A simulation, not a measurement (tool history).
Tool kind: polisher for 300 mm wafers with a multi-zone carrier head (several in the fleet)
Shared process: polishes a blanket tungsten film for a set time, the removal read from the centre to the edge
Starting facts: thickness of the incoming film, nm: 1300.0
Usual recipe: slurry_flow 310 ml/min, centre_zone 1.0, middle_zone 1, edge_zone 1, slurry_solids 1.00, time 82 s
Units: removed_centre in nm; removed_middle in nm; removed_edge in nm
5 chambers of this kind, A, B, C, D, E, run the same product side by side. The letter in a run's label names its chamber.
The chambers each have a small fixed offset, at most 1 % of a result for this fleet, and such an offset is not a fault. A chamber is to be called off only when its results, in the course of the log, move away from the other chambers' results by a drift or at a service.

-- hour=7.6 chamber B: worn pad replaced by a new one
run 1D hour=8.4 | slurry_flow=310 centre_zone=1.0 middle_zone=1 edge_zone=1 slurry_solids=1.00 time=82 | removed_centre=304.63 removed_middle=315.46 removed_edge=314.96
-- hour=8.8 chamber C: worn pad replaced by a new one
-- hour=9.7 chamber E: slurry nozzle cleaned
run 2C hour=14.7 | slurry_flow=310 centre_zone=1.0 middle_zone=1 edge_zone=1 slurry_solids=1.00 time=82 | removed_centre=306.90 removed_middle=304.42 removed_edge=310.91
-- hour=20.2 chamber D: worn pad replaced by a new one
run 3B hour=21.1 | slurry_flow=310 centre_zone=1.0 middle_zone=1 edge_zone=1 slurry_solids=1.00 time=82 | removed_centre=311.54 removed_middle=317.52 removed_edge=312.94
-- hour=23.9 chamber A: worn pad replaced by a new one
-- hour=26.6 chamber E: worn pad replaced by a new one
run 4A hour=27.8 | slurry_flow=310 centre_zone=1.0 middle_zone=1 edge_zone=1 slurry_solids=1.00 time=82 | removed_centre=307.80 removed_middle=308.67 removed_edge=311.25
run 5E hour=33.4 | slurry_flow=310 centre_zone=1.0 middle_zone=1 edge_zone=1 slurry_solids=1.00 time=82 | removed_centre=306.61 removed_middle=310.21 removed_edge=308.45
run 6C hour=42.9 | slurry_flow=310 centre_zone=1.0 middle_zone=1 edge_zone=1 slurry_solids=1.00 time=82 | removed_centre=310.74 removed_middle=307.45 removed_edge=309.77
run 7D hour=50.4 | slurry_flow=310 centre_zone=1.0 middle_zone=1 edge_zone=1 slurry_solids=1.00 time=82 | removed_centre=310.42 removed_middle=309.34 removed_edge=306.56
run 8B hour=56.0 | slurry_flow=310 centre_zone=1.0 middle_zone=1 edge_zone=1 slurry_solids=1.00 time=82 | removed_centre=302.52 removed_middle=307.81 removed_edge=310.76
run 9A hour=64.9 | slurry_flow=310 centre_zone=1.0 middle_zone=1 edge_zone=1 slurry_solids=1.00 time=82 | removed_centre=308.93 removed_middle=304.66 removed_edge=311.39
-- hour=66.4 chamber B: worn pad replaced by a new one
run 10E hour=73.9 | slurry_flow=310 centre_zone=1.0 middle_zone=1 edge_zone=1 slurry_solids=1.00 time=82 | removed_centre=316.32 removed_middle=311.64 removed_edge=313.04
run 11C hour=80.1 | slurry_flow=310 centre_zone=1.0 middle_zone=1 edge_zone=1 slurry_solids=1.00 time=82 | removed_centre=310.45 removed_middle=306.74 removed_edge=310.71
-- hour=81.7 chamber C: worn pad replaced by a new one
run 12E hour=89.4 | slurry_flow=310 centre_zone=1.0 middle_zone=1 edge_zone=1 slurry_solids=1.00 time=82 | removed_centre=308.10 removed_middle=314.33 removed_edge=312.35
run 13D hour=96.9 | slurry_flow=310 centre_zone=1.0 middle_zone=1 edge_zone=1 slurry_solids=1.00 time=82 | removed_centre=311.67 removed_middle=322.59 removed_edge=309.17
-- hour=100.7 chamber E: worn pad replaced by a new one
run 14B hour=102.8 | slurry_flow=310 centre_zone=1.0 middle_zone=1 edge_zone=1 slurry_solids=1.00 time=82 | removed_centre=308.93 removed_middle=308.14 removed_edge=311.02
run 15A hour=109.1 | slurry_flow=310 centre_zone=1.0 middle_zone=1 edge_zone=1 slurry_solids=1.00 time=82 | removed_centre=307.33 removed_middle=303.17 removed_edge=311.21
run 16C hour=114.7 | slurry_flow=415 centre_zone=1.1 middle_zone=1 edge_zone=1 slurry_solids=1.00 time=82 | removed_centre=350.02 removed_middle=309.22 removed_edge=316.25
-- hour=117.0 chamber A: worn pad replaced by a new one
-- hour=120.2 chamber B: worn pad replaced by a new one
run 17A hour=121.2 | slurry_flow=415 centre_zone=1.1 middle_zone=1 edge_zone=1 slurry_solids=1.00 time=82 | removed_centre=351.43 removed_middle=322.02 removed_edge=315.06
run 18E hour=129.7 | slurry_flow=415 centre_zone=1.1 middle_zone=1 edge_zone=1 slurry_solids=1.00 time=82 | removed_centre=357.08 removed_middle=312.76 removed_edge=318.75
run 19B hour=139.2 | slurry_flow=415 centre_zone=1.1 middle_zone=1 edge_zone=1 slurry_solids=1.00 time=82 | removed_centre=356.38 removed_middle=318.86 removed_edge=313.00
-- hour=142.1 chamber D: centre zone pressure recalibrated
-- hour=144.1 chamber D: worn pad replaced by a new one
run 20D hour=145.1 | slurry_flow=415 centre_zone=1.1 middle_zone=1 edge_zone=1 slurry_solids=1.00 time=82 | removed_centre=351.85 removed_middle=320.85 removed_edge=311.44
-- hour=149.3 chamber C: worn pad replaced by a new one
run 21E hour=154.4 | slurry_flow=310 centre_zone=1.0 middle_zone=1 edge_zone=1 slurry_solids=1.00 time=82 | removed_centre=310.88 removed_middle=305.74 removed_edge=312.55
run 22B hour=163.3 | slurry_flow=310 centre_zone=1.0 middle_zone=1 edge_zone=1 slurry_solids=1.00 time=82 | removed_centre=306.69 removed_middle=307.80 removed_edge=309.92
-- hour=166.2 chamber E: worn pad replaced by a new one
run 23D hour=168.2 | slurry_flow=310 centre_zone=1.0 middle_zone=1 edge_zone=1 slurry_solids=1.00 time=82 | removed_centre=314.25 removed_middle=316.16 removed_edge=311.95
-- hour=175.0 chamber B: worn pad replaced by a new one
run 24C hour=176.9 | slurry_flow=310 centre_zone=1.0 middle_zone=1 edge_zone=1 slurry_solids=1.00 time=82 | removed_centre=310.10 removed_middle=309.01 removed_edge=313.32
-- hour=178.0 chamber C: edge zone pressure recalibrated
run 25A hour=182.3 | slurry_flow=310 centre_zone=1.0 middle_zone=1 edge_zone=1 slurry_solids=1.00 time=82 | removed_centre=296.41 removed_middle=306.47 removed_edge=312.34
run 26C hour=190.8 | slurry_flow=310 centre_zone=1.0 middle_zone=1 edge_zone=1 slurry_solids=1.00 time=82 | removed_centre=308.30 removed_middle=302.88 removed_edge=310.06
run 27D hour=199.9 | slurry_flow=310 centre_zone=1.0 middle_zone=1 edge_zone=1 slurry_solids=1.00 time=82 | removed_centre=306.31 removed_middle=311.15 removed_edge=304.66
run 28B hour=209.4 | slurry_flow=310 centre_zone=1.0 middle_zone=1 edge_zone=1 slurry_solids=1.00 time=82 | removed_centre=303.78 removed_middle=309.32 removed_edge=310.18
-- hour=213.5 chamber C: worn pad replaced by a new one
-- hour=213.6 chamber A: worn pad replaced by a new one
run 29A hour=214.2 | slurry_flow=310 centre_zone=1.0 middle_zone=1 edge_zone=1 slurry_solids=1.25 time=82 | removed_centre=308.08 removed_middle=326.63 removed_edge=326.25
-- hour=215.4 chamber B: slurry nozzle cleaned
-- hour=220.9 chamber E: slurry nozzle cleaned
run 30E hour=223.2 | slurry_flow=310 centre_zone=1.0 middle_zone=1 edge_zone=1 slurry_solids=1.25 time=82 | removed_centre=338.10 removed_middle=328.74 removed_edge=326.22
run 31D hour=231.8 | slurry_flow=310 centre_zone=1.0 middle_zone=1 edge_zone=1 slurry_solids=1.25 time=82 | removed_centre=329.82 removed_middle=326.14 removed_edge=326.73
-- hour=236.7 chamber B: worn pad replaced by a new one
run 32C hour=239.6 | slurry_flow=310 centre_zone=1.0 middle_zone=1 edge_zone=1 slurry_solids=1.25 time=82 | removed_centre=335.04 removed_middle=328.96 removed_edge=327.74
-- hour=241.0 chamber E: worn pad replaced by a new one
run 33A hour=246.7 | slurry_flow=310 centre_zone=1.0 middle_zone=1 edge_zone=1 slurry_solids=1.25 time=82 | removed_centre=300.05 removed_middle=321.99 removed_edge=326.21
-- hour=247.9 chamber D: worn pad replaced by a new one
run 34E hour=253.7 | slurry_flow=310 centre_zone=1.0 middle_zone=1 edge_zone=1 slurry_solids=1.00 time=82 | removed_centre=316.66 removed_middle=311.09 removed_edge=312.22
run 35B hour=262.5 | slurry_flow=310 centre_zone=1.0 middle_zone=1 edge_zone=1 slurry_solids=1.00 time=82 | removed_centre=309.89 removed_middle=305.73 removed_edge=312.60
run 36D hour=268.3 | slurry_flow=310 centre_zone=1.0 middle_zone=1 edge_zone=1 slurry_solids=1.00 time=82 | removed_centre=308.65 removed_middle=311.10 removed_edge=314.28
run 37C hour=273.2 | slurry_flow=310 centre_zone=1.0 middle_zone=1 edge_zone=1 slurry_solids=1.00 time=82 | removed_centre=309.54 removed_middle=305.36 removed_edge=313.57

One chamber off, gauge drift, or nothing amiss beyond the chambers' own small offsets? If it is a chamber, which one, and what is the likeliest cause?

One chamber, A, drifts off from the rest bit by bit.
What lies behind it: centre zone's pressure below its setpoint, % = 11.5.

Here are 4 candidates for chamber A's next run, each the usual settings with a change, their results left as question marks. Which one brings its results back in line with what the others give on the usual settings?
Maximum distance from the other chambers' mean on the usual settings for a result to count as in line: removed_centre 15.00 nm; removed_middle 15.00 nm; removed_edge 10.00 nm
run 38A-1 hour=280.2 | slurry_flow=305 centre_zone=0.90 middle_zone=1.01 edge_zone=1.04 slurry_solids=1.00 time=81 | removed_centre=? removed_middle=? removed_edge=?
run 38A-2 hour=280.2 | slurry_flow=315 centre_zone=1.10 middle_zone=0.99 edge_zone=0.96 slurry_solids=1.00 time=83 | removed_centre=? removed_middle=? removed_edge=?
run 38A-3 hour=280.2 | slurry_flow=295 centre_zone=0.83 middle_zone=1.02 edge_zone=1.07 slurry_solids=1.00 time=80 | removed_centre=? removed_middle=? removed_edge=?
run 38A-4 hour=280.2 | slurry_flow=325 centre_zone=1.17 middle_zone=0.97 edge_zone=0.92 slurry_solids=1.00 time=85 | removed_centre=? removed_middle=? removed_edge=?

What the other chambers average on the usual settings: removed_centre 310.30 nm; removed_middle 310.47 nm; removed_edge 311.06 nm
run=38A-1 removed_centre=240.23 removed_middle=309.11 removed_edge=315.04
run=38A-2 removed_centre=307.51 removed_middle=311.71 removed_edge=310.28
run=38A-3 removed_centre=216.13 removed_middle=307.13 removed_edge=315.13
run=38A-4 removed_centre=337.65 removed_middle=314.18 removed_edge=311.67
The right change is 38A-2: it brings the chamber back within the allowed miss of the others.
